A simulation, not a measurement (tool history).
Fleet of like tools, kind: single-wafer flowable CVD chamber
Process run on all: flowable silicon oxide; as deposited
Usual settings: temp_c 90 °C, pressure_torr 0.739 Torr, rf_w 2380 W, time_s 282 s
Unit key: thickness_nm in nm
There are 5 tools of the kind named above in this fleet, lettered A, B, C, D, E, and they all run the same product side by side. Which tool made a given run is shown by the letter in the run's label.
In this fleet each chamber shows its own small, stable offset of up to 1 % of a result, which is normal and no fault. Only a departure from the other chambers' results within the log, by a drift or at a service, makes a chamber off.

| run | day | temp_c | pressure_torr | rf_w | time_s | hours since the last thermocouple change | hours since the last RF generator calibration | hours since the last manometer calibration | read-back reference wafer on the same gauge, thickness_nm | thickness_nm |
|---|---|---|---|---|---|---|---|---|---|---|
|  | 0.121 | chamber E: thermocouple changed; heater temperature recalibrated |
| 1D | 0.229 | 90 | 0.739 | 2380 | 282 | 38.4 | 2016.1 | 1991.0 | 249.99 | 221.57 |
| 2A | 0.433 | 90 | 0.739 | 2380 | 282 | 1700.0 | 677.0 | 2971.7 | 250.11 | 220.52 |
| 3B | 0.771 | 90 | 0.739 | 2380 | 282 | 729.3 | 659.1 | 846.3 | 250.14 | 223.29 |
| 4C | 1.054 | 90 | 0.739 | 2380 | 282 | 2143.1 | 781.0 | 639.6 | 250.00 | 220.16 |
|  | 1.362 | chamber A: thermocouple changed; heater temperature recalibrated |
| 5E | 1.483 | 90 | 0.739 | 2380 | 282 | 32.8 | 1722.3 | 1802.2 | 250.19 | 221.56 |
| 6C | 1.838 | 90 | 0.739 | 2380 | 282 | 2161.9 | 799.8 | 658.4 | 250.18 | 220.01 |
| 7E | 2.054 | 90 | 0.739 | 2380 | 282 | 46.5 | 1736.0 | 1815.9 | 250.26 | 221.21 |
|  | 2.154 | chamber A: capacitance manometer re-zeroed and calibrated |
| 8A | 2.475 | 90 | 0.739 | 2380 | 233 | 26.8 | 726.0 | 7.8 | 250.33 | 182.95 |
| 9B | 2.792 | 90 | 0.739 | 2380 | 233 | 777.8 | 707.6 | 894.8 | 250.29 | 184.96 |
| 10D | 3.158 | 90 | 0.739 | 2380 | 233 | 108.7 | 2086.4 | 2061.3 | 250.36 | 183.38 |
| 11A | 3.371 | 90 | 0.739 | 2380 | 233 | 48.3 | 747.5 | 29.3 | 250.36 | 182.98 |
| 12E | 3.708 | 90 | 0.739 | 2380 | 233 | 86.2 | 1775.7 | 1855.6 | 250.44 | 183.29 |
| 13D | 4.046 | 90 | 0.739 | 2380 | 282 | 130.0 | 2107.7 | 2082.6 | 250.47 | 222.54 |
| 14C | 4.267 | 90 | 0.739 | 2380 | 282 | 2220.2 | 858.1 | 716.7 | 250.52 | 220.45 |
| 15B | 4.646 | 83 | 0.739 | 2380 | 308 | 822.3 | 752.1 | 939.3 | 250.57 | 299.85 |
| 16C | 4.888 | 83 | 0.739 | 2380 | 308 | 2235.1 | 873.0 | 731.6 | 250.67 | 296.77 |
| 17B | 5.112 | 83 | 0.739 | 2380 | 308 | 833.5 | 763.3 | 950.5 | 250.52 | 300.54 |
| 18A | 5.383 | 83 | 0.739 | 2380 | 308 | 96.6 | 795.8 | 77.6 | 250.69 | 297.49 |
| 19E | 5.592 | 83 | 0.739 | 2380 | 308 | 131.4 | 1820.9 | 1900.8 | 250.65 | 298.81 |
| 20D | 5.921 | 90 | 0.739 | 2380 | 282 | 175.0 | 2152.7 | 2127.6 | 250.71 | 222.36 |
| 21A | 6.250 | 90 | 0.739 | 2645 | 282 | 117.4 | 816.6 | 98.4 | 250.78 | 225.32 |
|  | 6.400 | chamber B: capacitance manometer re-zeroed and calibrated |
| 22D | 6.612 | 90 | 0.739 | 2645 | 282 | 191.6 | 2169.3 | 2144.2 | 250.89 | 225.11 |
| 23E | 6.858 | 90 | 0.739 | 2645 | 282 | 161.8 | 1851.3 | 1931.2 | 250.85 | 224.92 |
| 24C | 7.188 | 90 | 0.739 | 2645 | 282 | 2290.3 | 928.2 | 786.8 | 250.91 | 223.66 |
| 25B | 7.517 | 90 | 0.739 | 2645 | 282 | 891.2 | 821.0 | 26.8 | 250.81 | 227.75 |
| 26E | 7.812 | 90 | 0.739 | 2380 | 282 | 184.7 | 1874.2 | 1954.1 | 250.88 | 222.02 |
| 27A | 8.175 | 90 | 0.739 | 2380 | 282 | 163.6 | 862.8 | 144.6 | 250.97 | 222.13 |
| 28B | 8.404 | 90 | 0.739 | 2380 | 282 | 912.5 | 842.3 | 48.1 | 250.90 | 224.35 |
| 29D | 8.646 | 90 | 0.615 | 2740 | 282 | 240.4 | 2218.1 | 2193.0 | 251.03 | 176.37 |
| 30C | 8.992 | 90 | 0.615 | 2740 | 282 | 2333.6 | 971.5 | 830.1 | 251.02 | 175.19 |
| 31B | 9.317 | 90 | 0.615 | 2740 | 282 | 934.4 | 864.2 | 70.0 | 251.11 | 176.91 |

Read the log: is a single chamber off, either drifting away or since a service, is the gauge that measures every chamber drifting, or is nothing wrong beyond small per-chamber offsets? Name any odd chamber and what most likely caused it.

It is the gauge, not a chamber: its drift shows up in every chamber's results at once, and no chamber is off.
Most likely cause: gauge reads high (%) = 0.458.

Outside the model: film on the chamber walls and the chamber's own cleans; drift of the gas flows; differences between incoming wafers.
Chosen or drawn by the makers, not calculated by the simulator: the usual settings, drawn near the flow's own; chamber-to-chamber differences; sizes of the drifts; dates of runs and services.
